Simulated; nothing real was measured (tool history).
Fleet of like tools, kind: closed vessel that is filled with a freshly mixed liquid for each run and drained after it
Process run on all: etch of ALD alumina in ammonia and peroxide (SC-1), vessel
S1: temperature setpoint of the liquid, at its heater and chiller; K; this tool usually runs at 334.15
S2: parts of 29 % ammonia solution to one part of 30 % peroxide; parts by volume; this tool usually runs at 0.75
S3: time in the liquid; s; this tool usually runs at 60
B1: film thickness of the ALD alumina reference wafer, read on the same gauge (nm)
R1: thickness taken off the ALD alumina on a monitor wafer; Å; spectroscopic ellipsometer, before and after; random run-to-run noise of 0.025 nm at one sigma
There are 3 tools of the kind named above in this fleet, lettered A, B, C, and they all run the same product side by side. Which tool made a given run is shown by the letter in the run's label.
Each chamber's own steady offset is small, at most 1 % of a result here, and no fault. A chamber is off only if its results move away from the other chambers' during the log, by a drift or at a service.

Run 1A, hour 12.3: usual settings; B1 120.01. Result: R1 79.139 Å.
Run 2C, hour 25.1: usual settings; B1 120. Result: R1 80.267 Å.
Run 3B, hour 38.6: usual settings; B1 120.01. Result: R1 79.917 Å.
Run 4C, hour 46: usual settings; B1 120. Result: R1 80.617 Å.
Run 5A, hour 54.2: usual settings; B1 119.99. Result: R1 78.8 Å.
Run 6B, hour 62.3: usual settings; B1 120. Result: R1 79.347 Å.
At hour 72.9: chamber C: new drum of ammonia solution connected.
Run 7B, hour 76.5: usual settings; B1 119.98. Result: R1 79.351 Å.
Run 8A, hour 88.8: usual settings; B1 120.01. Result: R1 78.768 Å.
Run 9C, hour 95.6: usual settings; B1 120.01. Result: R1 80.613 Å.
Run 10B, hour 108.8: usual settings; B1 120. Result: R1 79.563 Å.
Run 11C, hour 120.6: usual settings; B1 120. Result: R1 80.659 Å.
Run 12A, hour 134.6: usual settings; B1 120. Result: R1 78.862 Å.
Run 13C, hour 149.5: usual settings; B1 119.99. Result: R1 80.629 Å.
Run 14B, hour 158.7: usual settings; B1 119.99. Result: R1 79.343 Å.
Run 15A, hour 170.6: usual settings; B1 120.01. Result: R1 78.703 Å.
Run 16A, hour 182.6: usual settings but S3 95 s; B1 120. Result: R1 125.53 Å.
Run 17C, hour 190.9: usual settings but S3 95 s; B1 120.02. Result: R1 127.27 Å.
Run 18B, hour 203: usual settings but S3 95 s; B1 119.98. Result: R1 126.37 Å.
Run 19A, hour 216.2: usual settings but S1 338.15 K; B1 120.01. Result: R1 97.093 Å.
Run 20B, hour 228.2: usual settings but S1 338.15 K; B1 119.99. Result: R1 96.756 Å.
Run 21C, hour 236.6: usual settings but S1 338.15 K; B1 120. Result: R1 97.803 Å.
Run 22A, hour 248: usual settings; B1 120. Result: R1 79.064 Å.
Run 23C, hour 260.4: usual settings but S1 337.65 K, S3 90 s; B1 119.99. Result: R1 143.04 Å.
Run 24B, hour 269: usual settings but S1 337.65 K, S3 90 s; B1 119.98. Result: R1 141.64 Å.
Run 25C, hour 278.6: usual settings but S1 337.65 K, S3 90 s; B1 120. Result: R1 143.49 Å.
Run 26A, hour 285.1: usual settings; B1 119.99. Result: R1 78.834 Å.
Run 27B, hour 299.1: usual settings but S1 328.15 K, S3 90 s; B1 120.02. Result: R1 86.941 Å.
Run 28C, hour 307.5: usual settings but S1 328.15 K, S3 90 s; B1 119.98. Result: R1 88.434 Å.
Run 29B, hour 315.3: usual settings but S1 328.15 K, S3 90 s; B1 120.03. Result: R1 86.063 Å.
Run 30A, hour 329.4: usual settings; B1 120.01. Result: R1 79.338 Å.
At hour 329.6: chamber B: ammonia flow meter replaced.
Run 31B, hour 340: usual settings; B1 119.99. Result: R1 78.427 Å.
Run 32A, hour 348.8: usual settings; B1 119.97. Result: R1 79.383 Å.
Run 33C, hour 363.6: usual settings; B1 120. Result: R1 80.688 Å.
Run 34C, hour 377.5: usual settings; B1 119.99. Result: R1 80.687 Å.
Run 35B, hour 384: usual settings; B1 119.99. Result: R1 78.129 Å.
Run 36A, hour 395.2: usual settings but S3 75 s; B1 119.98. Result: R1 98.802 Å.
Run 37C, hour 405.5: usual settings but S3 75 s; B1 119.98. Result: R1 100.79 Å.

Next, every chamber runs the same settings. What will each give?
Run 38A, hour 416.2: usual settings. Result: R1 ?.
Run 38B, hour 416.2: usual settings. Result: R1 ?.
Run 38C, hour 416.2: usual settings. Result: R1 ?.

run      R1
38A  79.177
38B  77.926
38C  80.738

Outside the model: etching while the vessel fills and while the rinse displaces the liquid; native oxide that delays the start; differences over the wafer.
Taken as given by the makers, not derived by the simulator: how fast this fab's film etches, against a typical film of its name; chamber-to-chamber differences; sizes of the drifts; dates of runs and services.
